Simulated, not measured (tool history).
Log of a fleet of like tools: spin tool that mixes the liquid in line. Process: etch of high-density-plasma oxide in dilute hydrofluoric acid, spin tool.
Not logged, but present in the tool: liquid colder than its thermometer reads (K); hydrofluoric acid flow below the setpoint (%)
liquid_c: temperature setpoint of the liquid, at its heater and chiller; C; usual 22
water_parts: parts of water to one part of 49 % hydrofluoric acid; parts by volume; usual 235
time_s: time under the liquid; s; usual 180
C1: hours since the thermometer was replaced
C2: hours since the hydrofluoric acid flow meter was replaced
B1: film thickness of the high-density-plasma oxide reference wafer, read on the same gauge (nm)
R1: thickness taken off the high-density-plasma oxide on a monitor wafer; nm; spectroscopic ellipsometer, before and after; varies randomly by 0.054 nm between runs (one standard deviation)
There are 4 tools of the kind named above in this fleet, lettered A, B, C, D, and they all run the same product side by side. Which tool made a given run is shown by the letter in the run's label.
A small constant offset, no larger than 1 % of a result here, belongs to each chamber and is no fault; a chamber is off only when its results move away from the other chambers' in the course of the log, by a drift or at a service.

run 1B hour=8.3 | liquid_c=22 water_parts=235 time_s=180 | C1=1640.7 C2=664.1 | B1=39.992 | R1=5.4221
run 2D hour=20.9 | liquid_c=22 water_parts=235 time_s=180 | C1=784.0 C2=555.6 | B1=40.016 | R1=5.4679
run 3C hour=31.5 | liquid_c=22 water_parts=235 time_s=180 | C1=963.7 C2=1119.7 | B1=39.983 | R1=5.3379
run 4A hour=38.3 | liquid_c=22 water_parts=235 time_s=180 | C1=723.5 C2=1169.8 | B1=39.965 | R1=5.3921
run 5A hour=45.3 | liquid_c=22 water_parts=235 time_s=180 | C1=730.5 C2=1176.8 | B1=39.965 | R1=5.4920
run 6C hour=52.9 | liquid_c=22 water_parts=235 time_s=180 | C1=985.1 C2=1141.1 | B1=40.016 | R1=5.3526
-- hour=56.8 chamber B: thermometer replaced
run 7D hour=64.9 | liquid_c=22 water_parts=235 time_s=180 | C1=828.0 C2=599.6 | B1=40.021 | R1=5.3929
run 8B hour=71.7 | liquid_c=22 water_parts=270 time_s=285 | C1=15.0 C2=727.5 | B1=39.978 | R1=7.1770
run 9D hour=83.9 | liquid_c=22 water_parts=270 time_s=285 | C1=847.0 C2=618.6 | B1=40.020 | R1=7.2522
run 10B hour=96.3 | liquid_c=22 water_parts=270 time_s=285 | C1=39.6 C2=752.1 | B1=40.008 | R1=7.2191
run 11C hour=109.6 | liquid_c=22 water_parts=270 time_s=285 | C1=1041.8 C2=1197.8 | B1=40.038 | R1=7.1229
run 12A hour=116.7 | liquid_c=22 water_parts=235 time_s=180 | C1=801.9 C2=1248.2 | B1=40.008 | R1=5.5366
run 13C hour=128.2 | liquid_c=22 water_parts=235 time_s=180 | C1=1060.4 C2=1216.4 | B1=39.995 | R1=5.3477
-- hour=128.3 chamber A: thermometer replaced
run 14B hour=139.7 | liquid_c=22 water_parts=130 time_s=265 | C1=83.0 C2=795.5 | B1=39.980 | R1=16.4600
run 15D hour=150.6 | liquid_c=22 water_parts=130 time_s=265 | C1=913.7 C2=685.3 | B1=39.997 | R1=15.9610
run 16A hour=159.8 | liquid_c=22 water_parts=130 time_s=265 | C1=31.5 C2=1291.3 | B1=40.004 | R1=16.0910
run 17A hour=166.7 | liquid_c=22 water_parts=130 time_s=265 | C1=38.4 C2=1298.2 | B1=40.012 | R1=16.2890
run 18C hour=177.4 | liquid_c=22 water_parts=235 time_s=180 | C1=1109.6 C2=1265.6 | B1=39.965 | R1=5.3634
run 19D hour=188.3 | liquid_c=22 water_parts=235 time_s=180 | C1=951.4 C2=723.0 | B1=39.982 | R1=5.3737
run 20B hour=194.8 | liquid_c=22 water_parts=235 time_s=180 | C1=138.1 C2=850.6 | B1=40.041 | R1=5.5646
-- hour=201.7 chamber B: hydrofluoric acid flow meter replaced
run 21A hour=206.0 | liquid_c=22 water_parts=235 time_s=180 | C1=77.7 C2=1337.5 | B1=40.006 | R1=5.5653
run 22B hour=211.9 | liquid_c=22 water_parts=190 time_s=180 | C1=155.2 C2=10.3 | B1=40.007 | R1=7.1635
run 23D hour=223.1 | liquid_c=22 water_parts=190 time_s=180 | C1=986.2 C2=757.8 | B1=40.010 | R1=6.8280
run 24C hour=230.2 | liquid_c=22 water_parts=190 time_s=180 | C1=1162.4 C2=1318.4 | B1=40.008 | R1=6.8436
run 25D hour=241.8 | liquid_c=22 water_parts=190 time_s=180 | C1=1004.9 C2=776.5 | B1=40.009 | R1=6.9536
run 26A hour=252.6 | liquid_c=22 water_parts=235 time_s=180 | C1=124.3 C2=1384.1 | B1=40.030 | R1=5.4756
run 27C hour=264.4 | liquid_c=22 water_parts=235 time_s=180 | C1=1196.6 C2=1352.6 | B1=40.042 | R1=5.3811
run 28B hour=274.4 | liquid_c=22 water_parts=235 time_s=180 | C1=217.7 C2=72.8 | B1=40.030 | R1=5.4786
run 29B hour=284.8 | liquid_c=22 water_parts=235 time_s=180 | C1=228.1 C2=83.2 | B1=40.001 | R1=5.4263
run 30C hour=297.7 | liquid_c=22 water_parts=235 time_s=180 | C1=1229.9 C2=1385.9 | B1=40.025 | R1=5.3631
run 31D hour=310.4 | liquid_c=22 water_parts=235 time_s=255 | C1=1073.5 C2=845.1 | B1=40.009 | R1=7.4351
run 32A hour=318.9 | liquid_c=22 water_parts=235 time_s=255 | C1=190.6 C2=1450.4 | B1=39.984 | R1=7.6927
run 33D hour=327.1 | liquid_c=22 water_parts=235 time_s=255 | C1=1090.2 C2=861.8 | B1=40.005 | R1=7.4514
run 34B hour=339.5 | liquid_c=22 water_parts=235 time_s=255 | C1=282.8 C2=137.9 | B1=40.004 | R1=7.6926
run 35C hour=347.0 | liquid_c=22 water_parts=235 time_s=180 | C1=1279.2 C2=1435.2 | B1=40.003 | R1=5.3752
run 36A hour=354.9 | liquid_c=22 water_parts=235 time_s=180 | C1=226.6 C2=1486.4 | B1=40.020 | R1=5.3393
-- hour=362.8 chamber C: hydrofluoric acid flow meter replaced
run 37A hour=368.1 | liquid_c=22 water_parts=235 time_s=180 | C1=239.8 C2=1499.6 | B1=39.991 | R1=5.4270
run 38C hour=376.6 | liquid_c=22 water_parts=235 time_s=180 | C1=1308.8 C2=13.8 | B1=39.977 | R1=5.3709

Has any chamber moved away from the others, gradually or after a service, or does the common gauge drift, or do the chambers differ only by their own small steady offsets? State the chamber and the most likely cause if one applies.

Little by little, chamber D moves away from the other chambers.
Likeliest cause: hydrofluoric acid flow below the setpoint (%) = 4.78.
The log might look much the same if the cause were instead: liquid colder than its thermometer reads (K).

Below are 4 candidate recipes for chamber D's next run, each the usual settings with a change, their results shown as question marks. Which of them brings D's results back in line with what the other chambers give on the usual settings?
In-line tolerance around the mean of the other chambers on the usual settings: R1 0.1900 nm
run 39D-1 hour=386.3 | liquid_c=22.0 water_parts=230 time_s=185 | R1=?
run 39D-2 hour=386.3 | liquid_c=18.5 water_parts=235 time_s=180 | R1=?
run 39D-3 hour=386.3 | liquid_c=22.0 water_parts=240 time_s=175 | R1=?
run 39D-4 hour=386.3 | liquid_c=22.0 water_parts=220 time_s=190 | R1=?

Mean of the other chambers on the usual settings: R1 5.4416 nm
run=39D-1 R1=5.3991
run=39D-2 R1=4.4945
run=39D-3 R1=4.8442
run=39D-4 R1=5.8576
39D-1 puts the chamber back in line with the other chambers.
